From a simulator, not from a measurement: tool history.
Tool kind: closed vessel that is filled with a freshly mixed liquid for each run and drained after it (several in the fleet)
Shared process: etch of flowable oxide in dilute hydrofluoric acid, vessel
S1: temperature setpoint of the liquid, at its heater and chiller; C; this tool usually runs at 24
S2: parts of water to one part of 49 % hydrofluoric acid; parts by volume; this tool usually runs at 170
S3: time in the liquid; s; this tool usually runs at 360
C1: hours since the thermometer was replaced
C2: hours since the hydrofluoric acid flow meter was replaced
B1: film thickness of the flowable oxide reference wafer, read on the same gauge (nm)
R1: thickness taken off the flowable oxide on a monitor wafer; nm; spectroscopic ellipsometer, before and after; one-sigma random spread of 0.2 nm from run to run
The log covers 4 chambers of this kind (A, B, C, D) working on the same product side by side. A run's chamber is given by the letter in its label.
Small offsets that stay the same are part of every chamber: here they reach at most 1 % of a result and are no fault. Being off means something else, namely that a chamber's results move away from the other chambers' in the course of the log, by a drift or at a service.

Run 1A, hour 11: usual settings; C1 813.6; C2 440.6; B1 79.999. Result: R1 52.56 nm.
Run 2C, hour 20.5: usual settings; C1 2150.7; C2 386.4; B1 80.002. Result: R1 52.517 nm.
Run 3B, hour 27.2: usual settings; C1 1468.6; C2 1179.2; B1 79.989. Result: R1 52.517 nm.
Run 4D, hour 33.1: usual settings; C1 40.4; C2 544.8; B1 80.015. Result: R1 52.592 nm.
Run 5A, hour 41.3: usual settings; C1 843.9; C2 470.9; B1 79.986. Result: R1 52.533 nm.
Run 6D, hour 47: usual settings; C1 54.3; C2 558.7; B1 80.024. Result: R1 52.35 nm.
Run 7C, hour 57.4: usual settings; C1 2187.6; C2 423.3; B1 80.004. Result: R1 52.489 nm.
Run 8B, hour 67.1: usual settings; C1 1508.5; C2 1219.1; B1 79.976. Result: R1 52.805 nm.
Run 9A, hour 74.2: usual settings; C1 876.8; C2 503.8; B1 79.983. Result: R1 52.217 nm.
Run 10B, hour 80.7: usual settings; C1 1522.1; C2 1232.7; B1 79.999. Result: R1 52.889 nm.
Run 11C, hour 88.6: usual settings but S3 470 s; C1 2218.8; C2 454.5; B1 79.992. Result: R1 69.049 nm.
Run 12D, hour 94.3: usual settings but S3 470 s; C1 101.6; C2 606; B1 79.971. Result: R1 68.855 nm.
Run 13A, hour 102.1: usual settings but S3 470 s; C1 904.7; C2 531.7; B1 80.018. Result: R1 68.127 nm.
Run 14C, hour 111.4: usual settings but S3 470 s; C1 2241.6; C2 477.3; B1 79.999. Result: R1 68.64 nm.
Run 15D, hour 117.7: usual settings; C1 125; C2 629.4; B1 80.021. Result: R1 52.445 nm.
Run 16B, hour 128.8: usual settings; C1 1570.2; C2 1280.8; B1 79.999. Result: R1 52.671 nm.
Run 17B, hour 139.3: usual settings; C1 1580.7; C2 1291.3; B1 79.992. Result: R1 52.863 nm.
Run 18A, hour 149.1: usual settings; C1 951.7; C2 578.7; B1 79.997. Result: R1 52.186 nm.
Run 19C, hour 158.5: usual settings; C1 2288.7; C2 524.4; B1 79.991. Result: R1 52.856 nm.
Run 20D, hour 165.2: usual settings; C1 172.5; C2 676.9; B1 79.998. Result: R1 52.503 nm.
Run 21A, hour 172.1: usual settings; C1 974.7; C2 601.7; B1 80.003. Result: R1 52.311 nm.
Run 22D, hour 181.1: usual settings but S3 190 s; C1 188.4; C2 692.8; B1 80.004. Result: R1 27.747 nm.
Run 23C, hour 190.4: usual settings but S3 190 s; C1 2320.6; C2 556.3; B1 79.99. Result: R1 27.846 nm.
Run 24B, hour 199.5: usual settings but S3 190 s; C1 1640.9; C2 1351.5; B1 80.005. Result: R1 27.785 nm.

Which is it: a chamber that has drifted or been left off by a service, a gauge drift common to all chambers, or only each chamber's usual small offset? If a chamber is off, name it and its likeliest cause.

Nothing is wrong: each chamber keeps only its own small, steady offset and the gauge holds still.

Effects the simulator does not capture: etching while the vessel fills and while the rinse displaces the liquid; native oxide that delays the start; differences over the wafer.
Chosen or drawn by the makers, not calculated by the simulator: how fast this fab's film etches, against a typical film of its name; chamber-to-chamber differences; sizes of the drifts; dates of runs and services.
